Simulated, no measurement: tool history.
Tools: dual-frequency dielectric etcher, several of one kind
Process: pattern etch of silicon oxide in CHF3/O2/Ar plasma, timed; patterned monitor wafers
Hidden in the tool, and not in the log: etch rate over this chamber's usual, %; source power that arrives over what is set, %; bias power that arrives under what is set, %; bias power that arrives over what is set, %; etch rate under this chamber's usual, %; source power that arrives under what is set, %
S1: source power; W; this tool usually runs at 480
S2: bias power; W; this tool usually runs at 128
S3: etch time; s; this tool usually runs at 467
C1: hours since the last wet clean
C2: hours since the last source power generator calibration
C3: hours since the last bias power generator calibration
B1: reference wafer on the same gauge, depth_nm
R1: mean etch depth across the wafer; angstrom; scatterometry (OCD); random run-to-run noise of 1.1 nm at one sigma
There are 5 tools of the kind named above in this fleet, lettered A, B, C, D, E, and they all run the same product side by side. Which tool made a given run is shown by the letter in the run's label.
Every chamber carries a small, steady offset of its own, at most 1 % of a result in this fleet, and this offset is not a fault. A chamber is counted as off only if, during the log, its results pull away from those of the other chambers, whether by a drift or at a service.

run 1E hour=3.6 | S1=480 S2=128 S3=467 | C1=283.0 C2=3160.8 C3=487.7 | B1=772.07 | R1=7593.0
run 2D hour=9.6 | S1=480 S2=128 S3=467 | C1=99.9 C2=2177.4 C3=3145.6 | B1=772.44 | R1=7597.7
run 3A hour=14.8 | S1=480 S2=128 S3=467 | C1=336.3 C2=754.1 C3=2823.4 | B1=772.43 | R1=7514.7
run 4B hour=18.8 | S1=480 S2=128 S3=467 | C1=446.1 C2=2114.8 C3=838.1 | B1=772.48 | R1=7552.5
run 5C hour=24.1 | S1=480 S2=128 S3=467 | C1=29.0 C2=250.9 C3=1235.1 | B1=772.71 | R1=7640.8
run 6C hour=27.2 | S1=480 S2=128 S3=467 | C1=32.1 C2=254.0 C3=1238.2 | B1=773.01 | R1=7648.4
run 7D hour=32.1 | S1=480 S2=128 S3=467 | C1=122.4 C2=2199.9 C3=3168.1 | B1=772.83 | R1=7619.1
run 8A hour=37.1 | S1=480 S2=114 S3=467 | C1=358.6 C2=776.4 C3=2845.7 | B1=772.87 | R1=7233.6
run 9E hour=43.6 | S1=480 S2=114 S3=467 | C1=323.0 C2=3200.8 C3=527.7 | B1=773.38 | R1=7331.6
run 10B hour=49.9 | S1=480 S2=114 S3=467 | C1=477.2 C2=2145.9 C3=869.2 | B1=773.06 | R1=7325.5
run 11A hour=53.7 | S1=480 S2=114 S3=467 | C1=375.2 C2=793.0 C3=2862.3 | B1=773.27 | R1=7230.3
run 12B hour=58.4 | S1=480 S2=114 S3=467 | C1=485.7 C2=2154.4 C3=877.7 | B1=773.55 | R1=7302.4
run 13C hour=64.8 | S1=480 S2=128 S3=467 | C1=69.7 C2=291.6 C3=1275.8 | B1=773.42 | R1=7664.7
run 14D hour=69.5 | S1=480 S2=128 S3=467 | C1=159.8 C2=2237.3 C3=3205.5 | B1=773.62 | R1=7624.2
run 15E hour=74.8 | S1=480 S2=128 S3=467 | C1=354.2 C2=3232.0 C3=558.9 | B1=773.74 | R1=7615.4
run 16B hour=81.4 | S1=480 S2=128 S3=467 | C1=508.7 C2=2177.4 C3=900.7 | B1=774.14 | R1=7571.8
-- hour=84.1 chamber B: wet clean of the chamber
run 17E hour=86.4 | S1=480 S2=128 S3=467 | C1=365.8 C2=3243.6 C3=570.5 | B1=774.01 | R1=7603.5
run 18C hour=92.0 | S1=480 S2=128 S3=467 | C1=96.9 C2=318.8 C3=1303.0 | B1=774.33 | R1=7666.0
run 19A hour=95.4 | S1=480 S2=128 S3=467 | C1=416.9 C2=834.7 C3=2904.0 | B1=774.12 | R1=7535.1
run 20D hour=98.6 | S1=480 S2=128 S3=467 | C1=188.9 C2=2266.4 C3=3234.6 | B1=774.52 | R1=7611.6
run 21D hour=105.2 | S1=480 S2=128 S3=467 | C1=195.5 C2=2273.0 C3=3241.2 | B1=774.66 | R1=7604.6
run 22A hour=109.4 | S1=480 S2=128 S3=467 | C1=430.9 C2=848.7 C3=2918.0 | B1=774.63 | R1=7527.3
run 23E hour=113.3 | S1=480 S2=128 S3=467 | C1=392.7 C2=3270.5 C3=597.4 | B1=774.71 | R1=7634.6
run 24B hour=119.5 | S1=480 S2=128 S3=467 | C1=35.5 C2=2215.5 C3=938.8 | B1=774.81 | R1=7587.8
run 25C hour=124.6 | S1=480 S2=128 S3=467 | C1=129.5 C2=351.4 C3=1335.6 | B1=775.11 | R1=7669.6
run 26D hour=130.1 | S1=480 S2=128 S3=467 | C1=220.4 C2=2297.9 C3=3266.1 | B1=774.93 | R1=7633.1
run 27B hour=134.9 | S1=480 S2=106 S3=566 | C1=50.9 C2=2230.9 C3=954.2 | B1=775.32 | R1=8647.2
run 28C hour=141.3 | S1=480 S2=106 S3=566 | C1=146.2 C2=368.1 C3=1352.3 | B1=775.26 | R1=8765.1
run 29E hour=144.7 | S1=480 S2=106 S3=566 | C1=424.1 C2=3301.9 C3=628.8 | B1=775.44 | R1=8707.3
run 30A hour=147.9 | S1=480 S2=106 S3=566 | C1=469.4 C2=887.2 C3=2956.5 | B1=775.59 | R1=8617.7
run 31B hour=154.5 | S1=480 S2=106 S3=566 | C1=70.5 C2=2250.5 C3=973.8 | B1=775.52 | R1=8678.6
run 32D hour=160.6 | S1=480 S2=128 S3=467 | C1=250.9 C2=2328.4 C3=3296.6 | B1=775.70 | R1=7628.9
run 33C hour=166.2 | S1=480 S2=128 S3=467 | C1=171.1 C2=393.0 C3=1377.2 | B1=776.09 | R1=7690.7
run 34A hour=169.3 | S1=480 S2=128 S3=467 | C1=490.8 C2=908.6 C3=2977.9 | B1=776.18 | R1=7529.4
run 35E hour=175.9 | S1=480 S2=128 S3=467 | C1=455.3 C2=3333.1 C3=660.0 | B1=776.32 | R1=7636.8
run 36B hour=181.7 | S1=480 S2=128 S3=467 | C1=97.7 C2=2277.7 C3=1001.0 | B1=776.54 | R1=7603.9

Next, all 5 chambers run the settings below, one line each with question marks for the results. What does each chamber give?
run 37A hour=186.5 | S1=480 S2=100 S3=467 | R1=?
run 37B hour=186.5 | S1=480 S2=100 S3=467 | R1=?
run 37C hour=186.5 | S1=480 S2=100 S3=467 | R1=?
run 37D hour=186.5 | S1=480 S2=100 S3=467 | R1=?
run 37E hour=186.5 | S1=480 S2=100 S3=467 | R1=?

run=37A R1=6997.9
run=37B R1=7040.6
run=37C R1=7117.9
run=37D R1=7056.8
run=37E R1=7067.5
